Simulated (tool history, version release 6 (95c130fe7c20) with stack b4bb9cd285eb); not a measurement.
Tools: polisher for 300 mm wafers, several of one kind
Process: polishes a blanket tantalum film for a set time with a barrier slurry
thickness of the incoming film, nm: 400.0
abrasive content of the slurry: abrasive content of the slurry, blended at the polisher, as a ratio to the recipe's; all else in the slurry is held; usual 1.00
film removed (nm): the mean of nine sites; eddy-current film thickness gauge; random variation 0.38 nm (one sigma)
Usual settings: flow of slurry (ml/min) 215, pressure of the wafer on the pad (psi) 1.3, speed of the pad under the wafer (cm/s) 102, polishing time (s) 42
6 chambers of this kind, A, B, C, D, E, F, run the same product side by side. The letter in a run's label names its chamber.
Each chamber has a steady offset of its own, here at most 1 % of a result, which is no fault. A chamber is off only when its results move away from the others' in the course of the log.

run,hour,flow of slurry (ml/min),pressure of the wafer on the pad (psi),speed of the pad under the wafer (cm/s),abrasive content of the slurry,polishing time (s),film removed (nm)
# hour 0.7: chamber D: slurry blender recalibrated
1C,6.3,215,1.3,102,1.00,42,48.518
# hour 8.4: chamber C: head pressure recalibrated
# hour 8.7: chamber A: worn pad replaced by a new one
# hour 11.8: chamber B: worn pad replaced by a new one
2F,13.7,215,1.3,102,1.00,42,48.402
# hour 16.6: chamber D: worn pad replaced by a new one
3D,18.6,215,1.3,102,1.00,42,48.812
4E,26.9,215,1.3,102,1.00,42,48.650
# hour 32.2: chamber E: worn pad replaced by a new one
5A,33.5,215,1.3,102,1.00,42,47.766
6B,41.4,150,1.3,102,0.75,42,42.021
7C,47.9,150,1.3,102,0.75,42,41.427
8B,53.1,150,1.3,102,0.75,42,42.172
# hour 57.2: chamber B: worn pad replaced by a new one
9A,57.9,150,1.3,102,0.75,42,41.654
10E,61.9,150,1.3,102,0.75,42,42.330
# hour 66.3: chamber C: worn pad replaced by a new one
11D,71.0,150,1.3,102,0.75,42,41.901
12F,76.4,215,1.3,102,1.00,42,48.435
# hour 76.5: chamber A: worn pad replaced by a new one
# hour 77.8: chamber B: slurry blender recalibrated
# hour 80.0: chamber D: worn pad replaced by a new one
# hour 80.1: chamber F: worn pad replaced by a new one
# hour 84.6: chamber D: slurry nozzle cleaned
13F,85.5,215,1.3,102,1.00,42,48.462
# hour 89.8: chamber B: head pressure recalibrated
# hour 90.3: chamber E: worn pad replaced by a new one
14E,94.1,215,1.3,102,1.00,42,49.290
# hour 94.3: chamber B: slurry nozzle cleaned
# hour 97.5: chamber C: slurry blender recalibrated
15B,99.0,215,1.3,102,0.75,42,44.351
16C,106.1,215,1.3,102,0.75,42,43.919
# hour 107.3: chamber B: worn pad replaced by a new one
17D,110.4,215,1.3,102,0.75,42,42.558
18A,117.5,215,1.3,102,0.75,42,44.275
19D,126.1,215,1.3,102,0.75,42,42.928
# hour 130.0: chamber C: worn pad replaced by a new one
# hour 130.7: chamber A: worn pad replaced by a new one
20E,130.7,215,1.3,102,0.75,42,45.031
21A,136.5,215,1.3,102,1.00,42,48.411
# hour 142.8: chamber E: worn pad replaced by a new one
22B,143.6,215,1.3,102,1.00,42,48.386
# hour 150.4: chamber D: worn pad replaced by a new one
23F,152.2,215,1.3,102,1.00,42,48.705
# hour 156.0: chamber B: worn pad replaced by a new one
# hour 156.7: chamber E: slurry blender recalibrated
24C,158.6,215,1.3,102,1.00,42,48.527
25D,163.2,215,1.3,102,1.00,42,46.720
26B,170.1,215,1.3,102,1.00,42,48.368
27A,177.2,215,1.3,102,1.00,42,48.939
# hour 183.3: chamber F: worn pad replaced by a new one
28E,185.0,215,1.3,102,1.00,42,48.703
# hour 185.9: chamber A: worn pad replaced by a new one
29F,192.5,215,1.3,102,1.00,42,48.934
# hour 195.3: chamber E: worn pad replaced by a new one
# hour 198.7: chamber F: head pressure recalibrated
# hour 200.0: chamber C: worn pad replaced by a new one
30C,200.9,215,1.3,102,1.00,42,48.216
# hour 203.7: chamber E: head pressure recalibrated
# hour 206.3: chamber B: slurry blender recalibrated
31D,206.9,265,1.8,102,1.00,42,64.478
# hour 214.3: chamber B: worn pad replaced by a new one
32B,214.4,265,1.8,102,1.00,42,69.783
33A,219.4,265,1.8,102,1.00,42,68.633
34C,225.9,265,1.8,102,1.00,42,68.954
35E,231.0,265,1.8,102,1.00,42,68.977
36F,237.1,265,1.8,102,1.00,42,68.828
37E,242.0,215,1.3,102,1.00,42,48.749
38F,248.7,215,1.3,102,1.00,42,48.106
39C,253.8,245,1.3,122,1.00,42,59.536

Is one chamber off against the others, does the gauge drift, or is nothing wrong? If a chamber is off, say which, and what the likeliest cause is.

Chamber D drifts away from the others.
Cause: head's pressure below its setpoint, % = 7.84.
The log may not tell that from: abrasive missing from the slurry, %.

Here are 4 candidates for chamber D's next run, each the usual settings with a change, their results left as question marks. Which one brings its results back in line with what the others give on the usual settings?
In line means no further than this from the other chambers' mean on the usual settings: film removed (nm) 1.300
40D-1,260.3,215,1.3,102,1.00,41,?
40D-2,260.3,215,1.3,102,1.00,43,?
40D-3,260.3,215,1.3,102,1.00,46,?
40D-4,260.3,215,1.2,102,1.00,42,?

The other chambers' mean on the usual settings: film removed (nm) 48.590
run,film removed (nm)
40D-1,43.500
40D-2,45.622
40D-3,48.805
40D-4,41.126
40D-3 brings the chamber back in line.
